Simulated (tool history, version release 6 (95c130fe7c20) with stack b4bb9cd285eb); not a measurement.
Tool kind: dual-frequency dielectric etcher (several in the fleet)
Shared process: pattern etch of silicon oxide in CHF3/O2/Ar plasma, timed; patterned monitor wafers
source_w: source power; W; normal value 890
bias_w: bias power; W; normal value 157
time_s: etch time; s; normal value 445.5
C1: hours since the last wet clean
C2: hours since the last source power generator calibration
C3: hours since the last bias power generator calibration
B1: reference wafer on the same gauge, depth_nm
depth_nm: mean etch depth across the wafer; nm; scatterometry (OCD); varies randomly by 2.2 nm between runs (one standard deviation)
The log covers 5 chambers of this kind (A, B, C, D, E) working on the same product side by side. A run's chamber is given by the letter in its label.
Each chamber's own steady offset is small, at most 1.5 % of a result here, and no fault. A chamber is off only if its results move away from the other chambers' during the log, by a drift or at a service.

run 1C hour=12.9 | source_w=890 bias_w=157 time_s=445.5 | C1=240.4 C2=1385.6 C3=1511.7 | B1=1113.0 | depth_nm=977.70
run 2E hour=24.8 | source_w=890 bias_w=157 time_s=445.5 | C1=467.0 C2=1499.5 C3=1026.9 | B1=1113.1 | depth_nm=992.93
run 3A hour=36.2 | source_w=890 bias_w=157 time_s=445.5 | C1=46.2 C2=2721.6 C3=2365.9 | B1=1113.0 | depth_nm=985.19
run 4D hour=43.7 | source_w=890 bias_w=157 time_s=445.5 | C1=83.5 C2=1733.3 C3=3763.7 | B1=1113.4 | depth_nm=983.44
run 5B hour=56.2 | source_w=890 bias_w=157 time_s=445.5 | C1=258.9 C2=1331.8 C3=2702.9 | B1=1113.0 | depth_nm=987.24
run 6D hour=62.9 | source_w=890 bias_w=157 time_s=445.5 | C1=102.7 C2=1752.5 C3=3782.9 | B1=1113.3 | depth_nm=981.66
run 7B hour=72.0 | source_w=890 bias_w=157 time_s=445.5 | C1=274.7 C2=1347.6 C3=2718.7 | B1=1112.9 | depth_nm=985.92
run 8E hour=80.3 | source_w=890 bias_w=157 time_s=445.5 | C1=522.5 C2=1555.0 C3=1082.4 | B1=1112.8 | depth_nm=993.58
run 9A hour=86.9 | source_w=890 bias_w=157 time_s=367.5 | C1=96.9 C2=2772.3 C3=2416.6 | B1=1112.6 | depth_nm=808.77
run 10C hour=94.2 | source_w=890 bias_w=157 time_s=367.5 | C1=321.7 C2=1466.9 C3=1593.0 | B1=1113.2 | depth_nm=803.33
run 11D hour=99.9 | source_w=890 bias_w=157 time_s=367.5 | C1=139.7 C2=1789.5 C3=3819.9 | B1=1112.7 | depth_nm=808.30
run 12A hour=110.5 | source_w=890 bias_w=157 time_s=367.5 | C1=120.5 C2=2795.9 C3=2440.2 | B1=1113.2 | depth_nm=808.46
run 13E hour=123.1 | source_w=890 bias_w=157 time_s=367.5 | C1=565.3 C2=1597.8 C3=1125.2 | B1=1113.3 | depth_nm=820.15
run 14C hour=133.8 | source_w=890 bias_w=128 time_s=349.0 | C1=361.3 C2=1506.5 C3=1632.6 | B1=1113.3 | depth_nm=716.20
run 15B hour=143.2 | source_w=890 bias_w=128 time_s=349.0 | C1=345.9 C2=1418.8 C3=2789.9 | B1=1112.6 | depth_nm=725.55
run 16E hour=152.7 | source_w=890 bias_w=128 time_s=349.0 | C1=594.9 C2=1627.4 C3=1154.8 | B1=1113.4 | depth_nm=729.06
run 17A hour=161.6 | source_w=890 bias_w=128 time_s=349.0 | C1=171.6 C2=2847.0 C3=2491.3 | B1=1112.7 | depth_nm=723.49
run 18D hour=169.3 | source_w=890 bias_w=128 time_s=349.0 | C1=209.1 C2=1858.9 C3=3889.3 | B1=1112.8 | depth_nm=723.07
run 19B hour=175.6 | source_w=890 bias_w=157 time_s=445.5 | C1=378.3 C2=1451.2 C3=2822.3 | B1=1112.0 | depth_nm=988.56
run 20C hour=186.6 | source_w=890 bias_w=157 time_s=445.5 | C1=414.1 C2=1559.3 C3=1685.4 | B1=1112.8 | depth_nm=968.20
run 21C hour=194.4 | source_w=890 bias_w=157 time_s=445.5 | C1=421.9 C2=1567.1 C3=1693.2 | B1=1112.6 | depth_nm=966.61
-- hour=196.0 chamber B: wet clean of the chamber
run 22B hour=202.7 | source_w=890 bias_w=157 time_s=445.5 | C1=6.8 C2=1478.3 C3=2849.4 | B1=1113.3 | depth_nm=986.31
run 23D hour=210.1 | source_w=890 bias_w=157 time_s=445.5 | C1=249.9 C2=1899.7 C3=3930.1 | B1=1113.2 | depth_nm=979.55
run 24A hour=222.6 | source_w=890 bias_w=157 time_s=445.5 | C1=232.6 C2=2908.0 C3=2552.3 | B1=1112.9 | depth_nm=982.60
run 25E hour=231.1 | source_w=890 bias_w=157 time_s=445.5 | C1=673.3 C2=1705.8 C3=1233.2 | B1=1113.5 | depth_nm=990.15
-- hour=236.6 chamber E: wet clean of the chamber
run 26C hour=243.0 | source_w=890 bias_w=157 time_s=445.5 | C1=470.5 C2=1615.7 C3=1741.8 | B1=1113.3 | depth_nm=964.33
run 27A hour=255.0 | source_w=890 bias_w=175 time_s=445.5 | C1=265.0 C2=2940.4 C3=2584.7 | B1=1113.0 | depth_nm=1017.60
run 28E hour=261.9 | source_w=890 bias_w=175 time_s=445.5 | C1=25.4 C2=1736.6 C3=1264.0 | B1=1112.5 | depth_nm=1028.40
-- hour=268.1 chamber D: bias power generator calibrated
run 29D hour=270.7 | source_w=890 bias_w=175 time_s=445.5 | C1=310.5 C2=1960.3 C3=2.6 | B1=1113.6 | depth_nm=1017.60
run 30B hour=279.9 | source_w=890 bias_w=175 time_s=445.5 | C1=84.0 C2=1555.5 C3=2926.6 | B1=1112.9 | depth_nm=1018.80
run 31A hour=288.0 | source_w=890 bias_w=175 time_s=445.5 | C1=298.0 C2=2973.4 C3=2617.7 | B1=1113.1 | depth_nm=1018.40
run 32B hour=297.1 | source_w=890 bias_w=157 time_s=445.5 | C1=101.2 C2=1572.7 C3=2943.8 | B1=1113.3 | depth_nm=985.68
run 33C hour=307.5 | source_w=890 bias_w=157 time_s=445.5 | C1=535.0 C2=1680.2 C3=1806.3 | B1=1112.6 | depth_nm=958.05
run 34E hour=316.9 | source_w=890 bias_w=157 time_s=445.5 | C1=80.4 C2=1791.6 C3=1319.0 | B1=1113.1 | depth_nm=988.50
run 35D hour=323.0 | source_w=890 bias_w=157 time_s=445.5 | C1=362.8 C2=2012.6 C3=54.9 | B1=1113.2 | depth_nm=979.48
run 36E hour=333.2 | source_w=890 bias_w=157 time_s=445.5 | C1=96.7 C2=1807.9 C3=1335.3 | B1=1113.2 | depth_nm=990.98

Does one chamber stand apart from the rest, does the shared gauge drift, or is all well apart from small per-chamber offsets? Give the chamber and the most likely cause, where there is one.

One chamber, C, drifts off from the rest bit by bit.
Cause: etch rate under this chamber's usual, % = 2.48.

Chamber C could run next with any of the 4 candidate recipes listed below; each alters the usual settings, and their results appear as question marks. Which one brings its results back in line with what the other chambers deliver on the usual settings?
In line here means within this much of the mean the other chambers give on the usual settings: depth_nm 7.90 nm
run 37C-1 hour=342.6 | source_w=890 bias_w=152 time_s=445.5 | depth_nm=?
run 37C-2 hour=342.6 | source_w=820 bias_w=157 time_s=445.5 | depth_nm=?
run 37C-3 hour=342.6 | source_w=890 bias_w=158 time_s=458.5 | depth_nm=?
run 37C-4 hour=342.6 | source_w=890 bias_w=162 time_s=445.5 | depth_nm=?

What the other chambers average on the usual settings: depth_nm 985.13 nm
run=37C-1 depth_nm=947.03
run=37C-2 depth_nm=926.27
run=37C-3 depth_nm=986.57
run=37C-4 depth_nm=966.20
The answer is 37C-3, which returns the chamber to within the allowed miss of the others.
